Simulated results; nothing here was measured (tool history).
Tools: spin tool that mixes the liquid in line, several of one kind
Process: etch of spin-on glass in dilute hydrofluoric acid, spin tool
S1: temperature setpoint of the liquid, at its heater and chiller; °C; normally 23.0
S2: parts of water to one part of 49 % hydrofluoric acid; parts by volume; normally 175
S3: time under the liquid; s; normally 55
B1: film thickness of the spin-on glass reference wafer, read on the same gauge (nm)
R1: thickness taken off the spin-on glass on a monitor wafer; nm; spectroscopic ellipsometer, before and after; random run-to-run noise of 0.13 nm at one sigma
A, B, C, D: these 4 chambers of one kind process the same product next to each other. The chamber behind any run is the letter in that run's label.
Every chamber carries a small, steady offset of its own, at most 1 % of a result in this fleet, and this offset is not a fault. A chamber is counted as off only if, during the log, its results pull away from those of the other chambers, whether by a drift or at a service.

| run | hour | S1 | S2 | S3 | B1 | R1 |
|---|---|---|---|---|---|---|
| 1C | 5.7 | 23.0 | 175 | 55 | 109.98 | 13.8470 |
| 2A | 13.0 | 23.0 | 175 | 55 | 110.02 | 14.0010 |
| 3B | 17.5 | 23.0 | 175 | 55 | 109.99 | 13.8270 |
| 4D | 21.1 | 23.0 | 175 | 55 | 110.02 | 13.8810 |
| 5D | 27.8 | 23.0 | 175 | 55 | 110.00 | 13.9410 |
| 6C | 33.3 | 23.0 | 175 | 55 | 109.99 | 13.9010 |
| 7A | 38.7 | 23.0 | 175 | 55 | 110.02 | 14.1290 |
| 8B | 43.0 | 23.0 | 175 | 55 | 110.00 | 13.9700 |
| 9B | 47.5 | 21.0 | 175 | 25 | 110.00 | 5.9053 |
| 10A | 52.9 | 21.0 | 175 | 25 | 110.04 | 5.9590 |
| 11D | 59.6 | 21.0 | 175 | 25 | 110.03 | 5.9145 |
| 12C | 66.3 | 21.0 | 175 | 25 | 110.00 | 5.9052 |
| 13B | 74.1 | 23.0 | 175 | 55 | 109.95 | 14.0870 |
| 14C | 77.7 | 23.0 | 175 | 55 | 109.97 | 13.8870 |
| 15A | 83.0 | 23.0 | 175 | 55 | 109.98 | 14.1310 |
| 16D | 89.0 | 23.0 | 175 | 75 | 110.01 | 19.0100 |
|  | 89.3 | chamber B: thermometer replaced |
| 17B | 97.0 | 23.0 | 175 | 75 | 110.01 | 19.3530 |
| 18D | 101.0 | 23.0 | 175 | 75 | 110.01 | 19.1920 |
| 19C | 108.5 | 23.0 | 175 | 75 | 109.99 | 18.4780 |
| 20A | 113.2 | 23.0 | 175 | 55 | 109.99 | 14.3440 |
| 21A | 117.3 | 23.0 | 175 | 55 | 110.01 | 14.7270 |
| 22B | 125.0 | 23.0 | 175 | 55 | 110.04 | 14.0280 |
| 23C | 129.1 | 23.0 | 175 | 55 | 110.03 | 13.6820 |
| 24D | 135.3 | 23.0 | 175 | 55 | 110.01 | 13.9950 |
| 25C | 140.4 | 20.0 | 175 | 55 | 109.99 | 12.2270 |
| 26D | 145.7 | 20.0 | 175 | 55 | 109.99 | 12.4120 |
| 27A | 153.5 | 20.0 | 175 | 55 | 109.96 | 13.4650 |
| 28B | 161.5 | 20.0 | 175 | 55 | 110.00 | 12.5850 |
| 29B | 167.8 | 23.0 | 175 | 55 | 110.00 | 14.1810 |
| 30A | 172.3 | 23.0 | 175 | 55 | 109.98 | 15.3130 |
| 31D | 176.4 | 23.0 | 175 | 55 | 109.99 | 13.8320 |
| 32C | 181.1 | 23.0 | 175 | 55 | 110.01 | 13.7760 |
| 33D | 188.8 | 23.0 | 175 | 55 | 110.00 | 14.0090 |
| 34A | 197.1 | 23.0 | 175 | 55 | 110.02 | 15.3960 |

Which is it: a chamber that has drifted or been left off by a service, a gauge drift common to all chambers, or only each chamber's usual small offset? If a chamber is off, name it and its likeliest cause.

One chamber, A, drifts off from the rest bit by bit.
What lies behind it: hydrofluoric acid flow above the setpoint (%) = 8.67.
The log may not tell that from: liquid hotter than its thermometer reads (K).

Chamber A could run next with any of the 4 candidate recipes listed below; each alters the usual settings, and their results appear as question marks. Which one brings its results back in line with what the other chambers deliver on the usual settings?
In-line tolerance around the mean of the other chambers on the usual settings: R1 0.4700 nm
| 35A-1 | 203.1 | 18.5 | 175 | 55 |  | ? |
| 35A-2 | 203.1 | 23.0 | 190 | 55 |  | ? |
| 35A-3 | 203.1 | 23.0 | 160 | 55 |  | ? |
| 35A-4 | 203.1 | 27.5 | 175 | 55 |  | ? |

The mean the other chambers reach with the usual settings: R1 13.9290 nm
| run | R1 |
|---|---|
| 35A-1 | 12.9230 |
| 35A-2 | 13.9930 |
| 35A-3 | 17.1830 |
| 35A-4 | 18.3100 |
It is 35A-2 that realigns the chamber with its peers.

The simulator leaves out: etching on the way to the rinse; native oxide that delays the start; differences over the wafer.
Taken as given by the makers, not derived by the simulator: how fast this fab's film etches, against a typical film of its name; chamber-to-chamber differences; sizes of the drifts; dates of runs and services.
